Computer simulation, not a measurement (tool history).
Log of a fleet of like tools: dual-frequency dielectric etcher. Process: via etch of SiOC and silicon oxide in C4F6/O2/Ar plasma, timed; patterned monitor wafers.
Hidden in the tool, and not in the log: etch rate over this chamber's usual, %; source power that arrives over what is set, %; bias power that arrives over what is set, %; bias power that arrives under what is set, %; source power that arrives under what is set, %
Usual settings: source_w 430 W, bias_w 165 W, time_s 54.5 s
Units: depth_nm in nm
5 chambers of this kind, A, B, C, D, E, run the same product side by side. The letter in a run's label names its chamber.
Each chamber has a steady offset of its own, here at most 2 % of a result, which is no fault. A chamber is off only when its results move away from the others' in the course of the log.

run,hour,source_w,bias_w,time_s,hours since the last wet clean,hours since the last source power generator calibration,hours since the last bias power generator calibration,"read-back reference wafer on the same gauge, depth_nm",depth_nm
1A,4.9,430,165,54.5,40.8,2439.2,2181.7,51.597,61.448
2E,9.6,430,165,54.5,518.1,1239.6,1126.6,51.580,61.393
3B,19.2,430,165,54.5,613.1,1262.5,1794.8,51.592,61.339
4C,26.7,430,165,54.5,184.7,1587.0,1988.2,51.572,60.465
5D,34.4,430,165,54.5,236.4,322.1,895.1,51.567,61.782
6D,42.8,430,165,54.5,244.8,330.5,903.5,51.561,61.807
7C,48.8,430,165,54.5,206.8,1609.1,2010.3,51.552,60.593
# hour 50.7: chamber B: wet clean of the chamber
8A,53.4,430,165,54.5,89.3,2487.7,2230.2,51.553,61.300
9E,58.0,430,165,54.5,566.5,1288.0,1175.0,51.544,61.262
10B,63.8,430,165,54.5,13.1,1307.1,1839.4,51.537,61.340
11E,71.8,430,165,54.5,580.3,1301.8,1188.8,51.539,61.318
12D,77.5,430,165,47.5,279.5,365.2,938.2,51.553,53.893
13C,85.7,430,165,47.5,243.7,1646.0,2047.2,51.534,52.770
14B,94.2,430,165,47.5,43.5,1337.5,1869.8,51.515,53.407
15A,99.0,430,165,47.5,134.9,2533.3,2275.8,51.516,53.582
16B,106.1,430,165,47.5,55.4,1349.4,1881.7,51.514,53.420
17A,112.5,430,165,54.5,148.4,2546.8,2289.3,51.505,61.403
18C,121.0,430,165,54.5,279.0,1681.3,2082.5,51.504,60.383
19E,128.8,430,165,54.5,637.3,1358.8,1245.8,51.489,61.143
20D,138.1,430,165,54.5,340.1,425.8,998.8,51.475,61.767
21A,145.9,520,165,54.5,181.8,2580.2,2322.7,51.486,66.100
22D,154.2,520,165,54.5,356.2,441.9,1014.9,51.480,66.538
# hour 158.3: chamber C: source power generator calibrated
23E,164.2,520,165,54.5,672.7,1394.2,1281.2,51.480,65.935
24B,168.9,520,165,54.5,118.2,1412.2,1944.5,51.461,65.946
25C,173.9,520,165,54.5,331.9,15.6,2135.4,51.448,65.071
26B,179.4,430,165,54.5,128.7,1422.7,1955.0,51.457,61.162
27E,187.4,510,165,54.5,695.9,1417.4,1304.4,51.454,65.435
28C,194.5,510,165,54.5,352.5,36.2,2156.0,51.446,64.573
# hour 196.0: chamber E: wet clean of the chamber
29A,199.4,510,165,54.5,235.3,2633.7,2376.2,51.434,65.724
30D,209.6,510,165,54.5,411.6,497.3,1070.3,51.435,65.974
31D,219.3,510,165,54.5,421.3,507.0,1080.0,51.417,65.966
32E,224.5,350,165,54.5,28.5,1454.5,1341.5,51.425,56.362
33A,230.2,350,165,54.5,266.1,2664.5,2407.0,51.404,56.614
34C,236.8,350,165,54.5,394.8,78.5,2198.3,51.406,55.724
35B,244.2,350,165,54.5,193.5,1487.5,2019.8,51.395,56.382
36A,251.0,350,165,54.5,286.9,2685.3,2427.8,51.390,56.550
37C,259.0,480,165,54.5,417.0,100.7,2220.5,51.379,63.136

Next, every chamber runs the same settings. What will each give?
38A,266.5,430,165,54.5,,,,,?
38B,266.5,430,165,54.5,,,,,?
38C,266.5,430,165,54.5,,,,,?
38D,266.5,430,165,54.5,,,,,?
38E,266.5,430,165,54.5,,,,,?

run,depth_nm
38A,61.237
38B,61.014
38C,60.313
38D,61.581
38E,61.009
